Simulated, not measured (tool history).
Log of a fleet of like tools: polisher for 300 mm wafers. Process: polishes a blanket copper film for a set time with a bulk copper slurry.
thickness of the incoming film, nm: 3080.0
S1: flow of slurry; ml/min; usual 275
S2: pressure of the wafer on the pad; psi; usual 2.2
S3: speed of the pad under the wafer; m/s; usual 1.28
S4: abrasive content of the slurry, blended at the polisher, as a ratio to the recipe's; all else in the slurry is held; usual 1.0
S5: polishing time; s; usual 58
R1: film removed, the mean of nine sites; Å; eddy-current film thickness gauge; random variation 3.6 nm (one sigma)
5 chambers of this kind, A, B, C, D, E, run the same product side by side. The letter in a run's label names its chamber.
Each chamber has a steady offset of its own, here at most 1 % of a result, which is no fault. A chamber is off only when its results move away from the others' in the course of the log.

At day 0.158: chamber E: slurry nozzle cleaned.
Run 1A, day 0.262: usual settings. Result: R1 5445.4 Å.
At day 0.425: chamber A: head pressure recalibrated.
Run 2B, day 0.512: usual settings. Result: R1 5360.5 Å.
Run 3C, day 0.867: usual settings. Result: R1 5362.9 Å.
Run 4E, day 1.142: usual settings. Result: R1 5310.2 Å.
At day 1.279: chamber E: slurry blender recalibrated.
At day 1.367: chamber B: slurry blender recalibrated.
Run 5D, day 1.529: usual settings. Result: R1 5404.9 Å.
At day 1.612: chamber B: worn pad replaced by a new one.
Run 6B, day 1.708: usual settings. Result: R1 5428.6 Å.
Run 7A, day 1.917: usual settings. Result: R1 5411.2 Å.
At day 1.967: chamber E: worn pad replaced by a new one.
Run 8E, day 2.112: usual settings. Result: R1 5404.5 Å.
At day 2.200: chamber C: worn pad replaced by a new one.
At day 2.358: chamber D: slurry blender recalibrated.
Run 9C, day 2.479: usual settings. Result: R1 5415.6 Å.
At day 2.588: chamber A: worn pad replaced by a new one.
Run 10D, day 2.792: usual settings. Result: R1 5389.1 Å.
Run 11E, day 3.183: usual settings. Result: R1 5354.6 Å.
Run 12C, day 3.371: usual settings. Result: R1 5356.9 Å.
At day 3.612: chamber C: slurry nozzle cleaned.
Run 13D, day 3.625: usual settings. Result: R1 5421.0 Å.
Run 14B, day 3.817: usual settings. Result: R1 5387.9 Å.
At day 3.971: chamber D: worn pad replaced by a new one.
Run 15A, day 4.083: usual settings. Result: R1 5425.9 Å.
At day 4.358: chamber B: slurry nozzle cleaned.
At day 4.371: chamber E: worn pad replaced by a new one.
Run 16A, day 4.467: usual settings. Result: R1 5385.3 Å.
Run 17E, day 4.754: usual settings. Result: R1 5303.3 Å.
At day 4.825: chamber C: worn pad replaced by a new one.
Run 18D, day 5.138: usual settings. Result: R1 5422.6 Å.
Run 19B, day 5.525: usual settings. Result: R1 5396.2 Å.
Run 20C, day 5.708: usual settings. Result: R1 5392.3 Å.
Run 21B, day 6.058: usual settings. Result: R1 5338.1 Å.
Run 22C, day 6.254: usual settings. Result: R1 5411.8 Å.
At day 6.262: chamber D: slurry nozzle cleaned.
At day 6.367: chamber A: worn pad replaced by a new one.
Run 23D, day 6.500: usual settings. Result: R1 5425.4 Å.
Run 24A, day 6.796: usual settings. Result: R1 5404.1 Å.
Run 25E, day 7.183: usual settings but S1 345 ml/min, S4 1.3. Result: R1 5778.4 Å.
At day 7.208: chamber B: worn pad replaced by a new one.
At day 7.317: chamber A: slurry blender recalibrated.
Run 26E, day 7.392: usual settings but S1 345 ml/min, S4 1.3. Result: R1 5835.1 Å.
At day 7.429: chamber C: worn pad replaced by a new one.
At day 7.488: chamber E: worn pad replaced by a new one.
Run 27C, day 7.583: usual settings but S1 345 ml/min, S4 1.3. Result: R1 5762.9 Å.
At day 7.767: chamber B: slurry blender recalibrated.
Run 28B, day 7.842: usual settings but S1 345 ml/min, S4 1.3. Result: R1 5777.0 Å.
Run 29A, day 8.033: usual settings but S1 345 ml/min, S4 1.3. Result: R1 5856.9 Å.
Run 30D, day 8.242: usual settings. Result: R1 5415.3 Å.
Run 31C, day 8.454: usual settings. Result: R1 5411.0 Å.
Run 32B, day 8.654: usual settings. Result: R1 5401.2 Å.
At day 8.750: chamber E: head pressure recalibrated.
At day 8.779: chamber E: slurry blender recalibrated.
At day 9.017: chamber D: worn pad replaced by a new one.
Run 33D, day 9.042: usual settings. Result: R1 5384.7 Å.
Run 34A, day 9.350: usual settings. Result: R1 5498.9 Å.
At day 9.446: chamber E: slurry nozzle cleaned.
At day 9.458: chamber A: worn pad replaced by a new one.
Run 35E, day 9.650: usual settings. Result: R1 5343.4 Å.
At day 9.812: chamber C: worn pad replaced by a new one.
Run 36E, day 9.988: usual settings. Result: R1 5335.4 Å.
At day 10.217: chamber E: worn pad replaced by a new one.
Run 37A, day 10.283: usual settings but S4 0.9, S5 40 s. Result: R1 3679.0 Å.
Run 38B, day 10.667: usual settings but S4 0.9, S5 40 s. Result: R1 3612.2 Å.
Run 39D, day 10.954: usual settings but S4 0.9, S5 40 s. Result: R1 3648.7 Å.
Run 40C, day 11.175: usual settings but S4 0.9, S5 40 s. Result: R1 3600.7 Å.
Run 41D, day 11.371: usual settings but S4 0.9, S5 40 s. Result: R1 3675.6 Å.
Run 42B, day 11.683: usual settings. Result: R1 5329.1 Å.
Run 43E, day 12.004: usual settings. Result: R1 5312.8 Å.
Run 44C, day 12.312: usual settings. Result: R1 5385.1 Å.

What goes on in this fleet: one chamber off, a drifting gauge, or nothing beyond the chambers' own small offsets? Name the chamber and the cause, if any.

No chamber stands off beyond its own small offset, and the gauge holds steady.

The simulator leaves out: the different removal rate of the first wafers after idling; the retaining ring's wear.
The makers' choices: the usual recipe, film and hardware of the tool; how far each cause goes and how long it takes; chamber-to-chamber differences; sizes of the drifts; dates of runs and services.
